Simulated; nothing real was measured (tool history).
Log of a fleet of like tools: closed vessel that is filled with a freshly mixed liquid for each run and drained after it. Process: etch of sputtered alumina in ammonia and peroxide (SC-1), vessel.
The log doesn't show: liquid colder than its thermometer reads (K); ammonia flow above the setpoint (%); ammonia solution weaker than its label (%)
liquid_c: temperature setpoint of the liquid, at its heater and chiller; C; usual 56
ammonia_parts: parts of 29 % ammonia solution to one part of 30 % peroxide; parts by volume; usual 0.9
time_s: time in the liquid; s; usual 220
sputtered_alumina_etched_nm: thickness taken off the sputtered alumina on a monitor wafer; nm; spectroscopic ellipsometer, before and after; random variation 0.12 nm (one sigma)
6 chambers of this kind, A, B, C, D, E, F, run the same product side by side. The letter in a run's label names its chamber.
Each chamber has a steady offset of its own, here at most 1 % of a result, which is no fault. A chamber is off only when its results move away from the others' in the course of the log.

| run | hour | liquid_c | ammonia_parts | time_s | hours since the thermometer was replaced | hours since the ammonia flow meter was replaced | hours since the drum of ammonia solution was connected | read-back film thickness of the sputtered alumina reference wafer, read on the same gauge (nm) | sputtered_alumina_etched_nm |
|---|---|---|---|---|---|---|---|---|---|
| 1D | 2.8 | 56 | 0.9 | 220 | 501 | 1450 | 602.8 | 100 | 15.812 |
| 2A | 5.7 | 56 | 0.9 | 220 | 1009.6 | 196.6 | 242.3 | 99.993 | 15.993 |
| 3F | 8.9 | 56 | 0.9 | 220 | 29.9 | 398.6 | 267.7 | 99.98 | 15.928 |
| 4B | 13.2 | 56 | 0.9 | 220 | 1241.1 | 356.3 | 524.4 | 99.997 | 15.716 |
| 5E | 16.7 | 56 | 0.9 | 220 | 508.7 | 978.7 | 403.8 | 100.01 | 15.868 |
|  | 21.2 | chamber F: new drum of ammonia solution connected |
| 6C | 21.4 | 56 | 0.9 | 220 | 2177.9 | 268.6 | 353.3 | 100.01 | 15.93 |
| 7B | 24.5 | 51 | 1.2 | 220 | 1252.4 | 367.6 | 535.7 | 100.01 | 12.445 |
| 8A | 28.8 | 51 | 1.2 | 220 | 1032.7 | 219.7 | 265.4 | 99.99 | 12.541 |
| 9E | 34.4 | 51 | 1.2 | 220 | 526.4 | 996.4 | 421.5 | 100.02 | 12.422 |
| 10C | 37.5 | 51 | 1.2 | 220 | 2194 | 284.7 | 369.4 | 100.01 | 12.302 |
| 11F | 40.6 | 51 | 1.2 | 220 | 61.6 | 430.3 | 19.5 | 99.999 | 12.429 |
| 12D | 43.4 | 51 | 1.2 | 220 | 541.6 | 1490.6 | 643.4 | 100.01 | 12.469 |
| 13F | 48.5 | 49.5 | 0.5 | 220 | 69.5 | 438.2 | 27.4 | 100.01 | 10.661 |
|  | 50.6 | chamber E: new drum of ammonia solution connected |
| 14C | 52.7 | 49.5 | 0.5 | 220 | 2209.2 | 299.9 | 384.6 | 100.01 | 10.244 |
|  | 55.6 | chamber A: new drum of ammonia solution connected |
| 15B | 57.9 | 49.5 | 0.5 | 220 | 1285.8 | 401 | 569.1 | 100.01 | 10.682 |
| 16D | 61.7 | 49.5 | 0.5 | 220 | 559.9 | 1508.9 | 661.7 | 100.01 | 10.405 |
| 17E | 64.5 | 49.5 | 0.5 | 220 | 556.5 | 1026.5 | 13.9 | 99.98 | 10.429 |
| 18A | 69.6 | 49.5 | 0.5 | 220 | 1073.5 | 260.5 | 14.1 | 100.02 | 10.631 |
| 19C | 74.6 | 56 | 0.9 | 220 | 2231.1 | 321.8 | 406.5 | 99.996 | 15.872 |
| 20F | 77.9 | 56 | 0.9 | 220 | 98.9 | 467.6 | 56.8 | 99.975 | 15.73 |
| 21E | 83.2 | 56 | 0.9 | 220 | 575.2 | 1045.2 | 32.6 | 100 | 15.843 |
| 22A | 86.2 | 56 | 0.9 | 220 | 1090.1 | 277.1 | 30.7 | 99.991 | 15.404 |
| 23B | 90.6 | 56 | 0.9 | 220 | 1318.5 | 433.7 | 601.8 | 99.992 | 16.072 |
| 24D | 95.6 | 56 | 0.9 | 220 | 593.8 | 1542.8 | 695.6 | 100 | 15.767 |
| 25E | 100.3 | 56 | 0.9 | 220 | 592.3 | 1062.3 | 49.7 | 100 | 15.801 |
| 26D | 103.9 | 56 | 0.9 | 220 | 602.1 | 1551.1 | 703.9 | 100.01 | 15.871 |
| 27B | 108.4 | 56 | 0.9 | 220 | 1336.3 | 451.5 | 619.6 | 100.01 | 16.111 |
| 28C | 113 | 56 | 0.9 | 220 | 2269.5 | 360.2 | 444.9 | 100.01 | 15.621 |
| 29F | 117.5 | 56 | 0.9 | 220 | 138.5 | 507.2 | 96.4 | 99.996 | 16.058 |
| 30A | 121.9 | 56 | 0.9 | 220 | 1125.8 | 312.8 | 66.4 | 99.992 | 15.549 |
| 31F | 126 | 56 | 0.9 | 220 | 147 | 515.7 | 104.9 | 99.996 | 15.889 |
| 32B | 129.3 | 56 | 0.9 | 220 | 1357.2 | 472.4 | 640.5 | 99.988 | 15.916 |
| 33C | 133.2 | 56 | 0.9 | 220 | 2289.7 | 380.4 | 465.1 | 99.995 | 15.751 |
| 34D | 138.9 | 56 | 0.9 | 220 | 637.1 | 1586.1 | 738.9 | 100.01 | 15.766 |
| 35A | 143.1 | 56 | 0.9 | 220 | 1147 | 334 | 87.6 | 100 | 14.995 |
| 36E | 147.3 | 56 | 0.9 | 220 | 639.3 | 1109.3 | 96.7 | 99.993 | 15.691 |
| 37B | 152 | 56 | 0.9 | 220 | 1379.9 | 495.1 | 663.2 | 99.989 | 16.24 |

Is one chamber off against the others, does the gauge drift, or is nothing wrong? If a chamber is off, say which, and what the likeliest cause is.

Chamber A drifts away from the others.
Cause: liquid colder than its thermometer reads (K) = 0.997.

Here are 4 candidates for chamber A's next run, each the usual settings with a change, their results left as question marks. Which one brings its results back in line with what the others give on the usual settings?
In line means no further than this from the other chambers' mean on the usual settings: sputtered_alumina_etched_nm 0.42 nm
| 38A-1 | 156.2 | 56.5 | 0.9 | 225 |  |  |  |  | ? |
| 38A-2 | 156.2 | 55 | 0.9 | 210 |  |  |  |  | ? |
| 38A-3 | 156.2 | 57 | 0.9 | 230 |  |  |  |  | ? |
| 38A-4 | 156.2 | 55.5 | 0.9 | 215 |  |  |  |  | ? |

The other chambers' mean on the usual settings: sputtered_alumina_etched_nm 15.842 nm
| run | sputtered_alumina_etched_nm |
|---|---|
| 38A-1 | 15.877 |
| 38A-2 | 13.682 |
| 38A-3 | 16.664 |
| 38A-4 | 14.386 |
38A-1 brings the chamber back in line.
